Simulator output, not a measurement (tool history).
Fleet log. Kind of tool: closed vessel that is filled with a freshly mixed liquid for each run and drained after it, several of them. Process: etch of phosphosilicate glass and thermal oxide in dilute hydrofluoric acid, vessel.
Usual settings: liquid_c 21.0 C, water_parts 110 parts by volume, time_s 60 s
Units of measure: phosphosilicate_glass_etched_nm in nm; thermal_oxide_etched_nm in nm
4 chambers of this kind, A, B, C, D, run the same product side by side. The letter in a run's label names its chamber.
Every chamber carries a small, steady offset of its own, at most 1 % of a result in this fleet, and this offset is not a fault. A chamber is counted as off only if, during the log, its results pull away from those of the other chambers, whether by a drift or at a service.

run,day,liquid_c,water_parts,time_s,"read-back film thickness of the phosphosilicate glass reference wafer, read on the same gauge (nm)","read-back film thickness of the thermal oxide reference wafer, read on the same gauge (nm)",phosphosilicate_glass_etched_nm,thermal_oxide_etched_nm
1A,0.296,21.0,110,60,89.984,79.975,70.558,2.1863
2B,0.692,21.0,110,60,90.049,79.979,70.225,2.1438
3D,1.029,21.0,110,60,89.983,80.003,70.629,2.2238
4C,1.538,21.0,110,60,89.999,79.996,70.527,2.2835
5A,2.038,21.0,110,60,89.978,79.994,70.343,2.1675
6C,2.571,21.0,110,60,89.998,79.989,70.627,2.2157
7B,3.088,21.0,110,60,90.005,79.991,70.795,2.1806
8D,3.371,21.0,110,60,90.016,80.002,70.599,2.2008
9A,3.862,21.0,110,60,89.999,79.999,71.095,2.2013
10C,4.242,21.0,110,60,90.024,80.029,71.196,2.2222
11D,4.796,19.5,130,60,90.043,79.969,54.920,1.7375
12B,5.225,19.5,130,60,89.959,79.982,55.701,1.7143
13A,5.688,19.5,130,60,89.993,79.997,55.237,1.6971
# day 5.862: chamber D: thermometer replaced
14D,6.171,19.5,130,60,90.020,79.992,54.864,1.6851
15C,6.488,21.0,110,60,90.009,80.007,70.351,2.2131
16B,6.783,21.0,110,60,89.993,79.992,70.840,2.2785
17A,7.308,23.5,110,60,89.981,79.991,77.386,2.4281
18D,7.842,23.5,110,60,90.002,79.996,78.190,2.4940
19C,8.179,23.5,110,60,89.996,79.994,78.039,2.4124
20B,8.546,23.5,110,60,90.006,79.973,77.649,2.4622
21A,9.154,21.0,110,60,89.968,80.010,70.900,2.1954
22D,9.696,17.0,110,60,90.008,79.989,59.804,1.8526
23C,10.325,17.0,110,60,90.012,80.002,59.952,1.8628
24B,10.850,17.0,110,60,89.999,79.970,60.031,1.8712
25B,11.375,17.0,110,60,89.989,80.003,60.078,1.8523
26C,11.912,21.0,110,60,90.030,79.982,70.897,2.2820
27A,12.254,21.0,110,60,90.014,80.028,70.528,2.2589
28D,12.688,21.0,110,45,90.003,79.989,53.080,1.6450
# day 13.042: chamber C: thermometer replaced
29A,13.312,21.0,110,45,90.011,79.990,52.697,1.6704
30C,13.812,21.0,110,45,90.023,80.020,53.365,1.6498
# day 13.858: chamber A: thermometer replaced
31B,14.350,21.0,110,45,90.020,79.997,53.103,1.7053
32D,14.946,21.0,110,60,89.974,79.988,70.265,2.2364
33C,15.575,21.0,110,60,89.998,79.995,71.118,2.1959
34A,15.946,21.0,110,60,89.970,80.006,70.789,2.2331

Which is it: a chamber that has drifted or been left off by a service, a gauge drift common to all chambers, or only each chamber's usual small offset? If a chamber is off, name it and its likeliest cause.

Beyond each chamber's small constant offset nothing stands out, and the gauge stays steady.

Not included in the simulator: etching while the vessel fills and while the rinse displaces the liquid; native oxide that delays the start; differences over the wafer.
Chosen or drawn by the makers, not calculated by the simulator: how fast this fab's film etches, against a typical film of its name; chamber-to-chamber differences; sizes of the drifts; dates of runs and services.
